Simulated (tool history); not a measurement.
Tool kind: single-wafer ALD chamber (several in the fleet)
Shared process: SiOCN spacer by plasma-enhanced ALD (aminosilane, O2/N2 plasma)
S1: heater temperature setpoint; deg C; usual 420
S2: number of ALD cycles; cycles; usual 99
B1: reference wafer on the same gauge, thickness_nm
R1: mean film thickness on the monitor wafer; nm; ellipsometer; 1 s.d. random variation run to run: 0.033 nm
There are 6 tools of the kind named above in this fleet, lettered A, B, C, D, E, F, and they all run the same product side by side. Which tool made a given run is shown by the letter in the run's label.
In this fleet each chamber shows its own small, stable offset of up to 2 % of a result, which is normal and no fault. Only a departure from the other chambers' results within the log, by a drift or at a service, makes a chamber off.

run 1F day=0.329 | S1=420 S2=99 | B1=4.6564 | R1=5.5865
run 2D day=0.546 | S1=420 S2=99 | B1=4.664 | R1=5.6508
run 3C day=0.921 | S1=420 S2=99 | B1=4.6627 | R1=5.6403
run 4E day=1.221 | S1=420 S2=99 | B1=4.6527 | R1=5.6561
run 5B day=1.696 | S1=420 S2=99 | B1=4.6622 | R1=5.6623
run 6A day=2.171 | S1=420 S2=99 | B1=4.6586 | R1=5.523
run 7F day=2.433 | S1=420 S2=99 | B1=4.6575 | R1=5.5584
-- day=2.658 chamber B: thermocouple changed; heater temperature recalibrated
run 8B day=2.871 | S1=420 S2=99 | B1=4.6566 | R1=5.6863
run 9D day=3.221 | S1=420 S2=99 | B1=4.6612 | R1=5.7214
run 10A day=3.479 | S1=420 S2=99 | B1=4.6591 | R1=5.5401
run 11E day=3.883 | S1=413 S2=92 | B1=4.66 | R1=5.3627
run 12C day=4.254 | S1=413 S2=92 | B1=4.6671 | R1=5.2773
run 13E day=4.675 | S1=413 S2=92 | B1=4.6593 | R1=5.3765
run 14B day=4.971 | S1=413 S2=92 | B1=4.6624 | R1=5.4367
run 15C day=5.225 | S1=413 S2=92 | B1=4.6537 | R1=5.2809
run 16A day=5.442 | S1=413 S2=92 | B1=4.6596 | R1=5.2497
run 17D day=5.908 | S1=420 S2=99 | B1=4.6573 | R1=5.6257
run 18F day=6.267 | S1=415 S2=114 | B1=4.6556 | R1=6.5129
run 19C day=6.508 | S1=415 S2=114 | B1=4.658 | R1=6.5166
run 20F day=6.854 | S1=415 S2=114 | B1=4.6651 | R1=6.4662
run 21D day=7.067 | S1=415 S2=114 | B1=4.6592 | R1=6.6276
run 22A day=7.417 | S1=415 S2=114 | B1=4.6611 | R1=6.5213
run 23B day=7.708 | S1=415 S2=114 | B1=4.6542 | R1=6.5671
run 24E day=8.071 | S1=420 S2=99 | B1=4.6547 | R1=5.6233
run 25B day=8.375 | S1=420 S2=99 | B1=4.6586 | R1=5.6705
run 26A day=8.658 | S1=420 S2=99 | B1=4.6615 | R1=5.5403
run 27F day=9.096 | S1=420 S2=99 | B1=4.6592 | R1=5.6028
run 28E day=9.346 | S1=420 S2=84 | B1=4.6579 | R1=4.752
run 29C day=9.8 | S1=420 S2=84 | B1=4.656 | R1=4.7848
run 30D day=10.154 | S1=420 S2=84 | B1=4.6661 | R1=4.7821
run 31C day=10.404 | S1=420 S2=84 | B1=4.6581 | R1=4.7637
-- day=10.621 chamber E: thermocouple changed; heater temperature recalibrated
run 32D day=10.767 | S1=420 S2=84 | B1=4.6619 | R1=4.7833
run 33E day=11.025 | S1=420 S2=84 | B1=4.6612 | R1=4.7982
run 34B day=11.362 | S1=420 S2=99 | B1=4.6584 | R1=5.7481
run 35F day=11.762 | S1=420 S2=99 | B1=4.6535 | R1=5.5006
run 36A day=12.183 | S1=420 S2=99 | B1=4.6664 | R1=5.5512

All chambers now run identical settings, listed one chamber a line with results as question marks. What results will each chamber show?
run 37A day=12.533 | S1=420 S2=99 | R1=?
run 37B day=12.533 | S1=420 S2=99 | R1=?
run 37C day=12.533 | S1=420 S2=99 | R1=?
run 37D day=12.533 | S1=420 S2=99 | R1=?
run 37E day=12.533 | S1=420 S2=99 | R1=?
run 37F day=12.533 | S1=420 S2=99 | R1=?

run=37A R1=5.5746
run=37B R1=5.7091
run=37C R1=5.6004
run=37D R1=5.6247
run=37E R1=5.6759
run=37F R1=5.5262

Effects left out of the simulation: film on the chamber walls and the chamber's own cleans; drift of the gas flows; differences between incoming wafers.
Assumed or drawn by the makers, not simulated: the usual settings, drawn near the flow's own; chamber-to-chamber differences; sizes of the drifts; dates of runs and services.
